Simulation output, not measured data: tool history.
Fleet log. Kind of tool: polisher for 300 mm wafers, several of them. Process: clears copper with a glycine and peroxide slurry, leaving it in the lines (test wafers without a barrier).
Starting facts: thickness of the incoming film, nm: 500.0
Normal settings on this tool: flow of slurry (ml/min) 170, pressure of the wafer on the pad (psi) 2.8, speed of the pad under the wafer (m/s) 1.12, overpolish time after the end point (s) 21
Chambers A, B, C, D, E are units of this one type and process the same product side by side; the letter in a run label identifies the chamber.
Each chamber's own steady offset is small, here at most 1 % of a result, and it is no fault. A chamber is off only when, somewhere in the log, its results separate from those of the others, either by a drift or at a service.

| run | hour | flow of slurry (ml/min) | pressure of the wafer on the pad (psi) | speed of the pad under the wafer (m/s) | overpolish time after the end point (s) | time until the end point was called (s) | dishing of a wide line in a test structure (nm) |
|---|---|---|---|---|---|---|---|
| 1A | 2.1 | 170 | 2.8 | 1.12 | 21 | 69.848 | 71.097 |
| 2D | 4.2 | 170 | 2.8 | 1.12 | 21 | 70.339 | 73.544 |
| 3E | 6.6 | 170 | 2.8 | 1.12 | 21 | 70.510 | 72.494 |
|  | 7.2 | chamber A: worn pad replaced by a new one |
| 4C | 8.7 | 170 | 2.8 | 1.12 | 21 | 69.843 | 71.925 |
| 5B | 10.7 | 170 | 2.8 | 1.12 | 21 | 70.802 | 71.738 |
|  | 13.1 | chamber C: worn pad replaced by a new one |
| 6C | 13.9 | 170 | 2.8 | 1.12 | 21 | 69.874 | 71.432 |
| 7B | 17.9 | 170 | 2.8 | 1.12 | 21 | 70.595 | 70.934 |
| 8D | 21.8 | 170 | 2.8 | 1.12 | 21 | 72.504 | 71.712 |
| 9E | 24.1 | 170 | 2.8 | 0.76 | 21 | 97.966 | 60.358 |
| 10A | 27.2 | 170 | 2.8 | 0.76 | 21 | 97.433 | 60.586 |
| 11D | 29.2 | 170 | 2.8 | 0.76 | 21 | 96.865 | 60.046 |
| 12A | 32.6 | 170 | 2.8 | 0.76 | 21 | 96.621 | 60.621 |
| 13B | 35.0 | 170 | 2.8 | 0.76 | 21 | 95.857 | 59.621 |
| 14E | 37.9 | 170 | 2.8 | 1.12 | 21 | 70.865 | 73.617 |
| 15C | 42.2 | 170 | 2.8 | 1.12 | 21 | 70.639 | 71.560 |
| 16A | 45.3 | 170 | 2.8 | 1.12 | 21 | 69.712 | 72.157 |
|  | 48.5 | chamber E: worn pad replaced by a new one |
| 17C | 48.9 | 170 | 2.8 | 1.12 | 21 | 70.513 | 70.225 |
| 18E | 52.6 | 170 | 2.8 | 1.12 | 21 | 70.715 | 74.237 |
| 19B | 56.1 | 170 | 2.8 | 1.12 | 21 | 70.056 | 70.708 |
|  | 57.5 | chamber C: slurry nozzle cleaned |
| 20D | 58.3 | 170 | 2.8 | 1.12 | 21 | 73.096 | 70.049 |
| 21E | 60.3 | 170 | 2.8 | 1.12 | 21 | 71.309 | 70.806 |
| 22C | 64.0 | 170 | 2.8 | 1.12 | 21 | 71.150 | 70.418 |
| 23D | 67.3 | 170 | 2.8 | 1.12 | 15 | 70.952 | 57.083 |
| 24A | 69.8 | 170 | 2.8 | 1.12 | 15 | 69.921 | 57.978 |
|  | 73.6 | chamber D: worn pad replaced by a new one |
| 25B | 73.6 | 170 | 2.8 | 1.12 | 15 | 70.043 | 57.376 |
| 26A | 76.3 | 170 | 2.8 | 1.12 | 15 | 70.902 | 57.886 |
| 27D | 79.0 | 170 | 2.8 | 1.12 | 15 | 71.370 | 59.086 |
| 28C | 82.8 | 170 | 2.8 | 1.12 | 21 | 70.737 | 70.528 |
| 29B | 86.6 | 170 | 2.8 | 1.12 | 21 | 71.018 | 71.791 |
| 30E | 90.5 | 195 | 2.8 | 1.12 | 14 | 68.998 | 56.792 |
| 31E | 93.0 | 195 | 2.8 | 1.12 | 14 | 70.529 | 57.270 |
| 32B | 96.7 | 195 | 2.8 | 1.12 | 14 | 68.907 | 57.093 |
| 33C | 98.9 | 195 | 2.8 | 1.12 | 14 | 68.916 | 56.387 |
| 34A | 103.1 | 195 | 2.8 | 1.12 | 14 | 69.147 | 56.752 |

What goes on in this fleet: one chamber off, a drifting gauge, or nothing beyond the chambers' own small offsets? Name the chamber and the cause, if any.

Beyond each chamber's small constant offset nothing stands out, and the gauge stays steady.

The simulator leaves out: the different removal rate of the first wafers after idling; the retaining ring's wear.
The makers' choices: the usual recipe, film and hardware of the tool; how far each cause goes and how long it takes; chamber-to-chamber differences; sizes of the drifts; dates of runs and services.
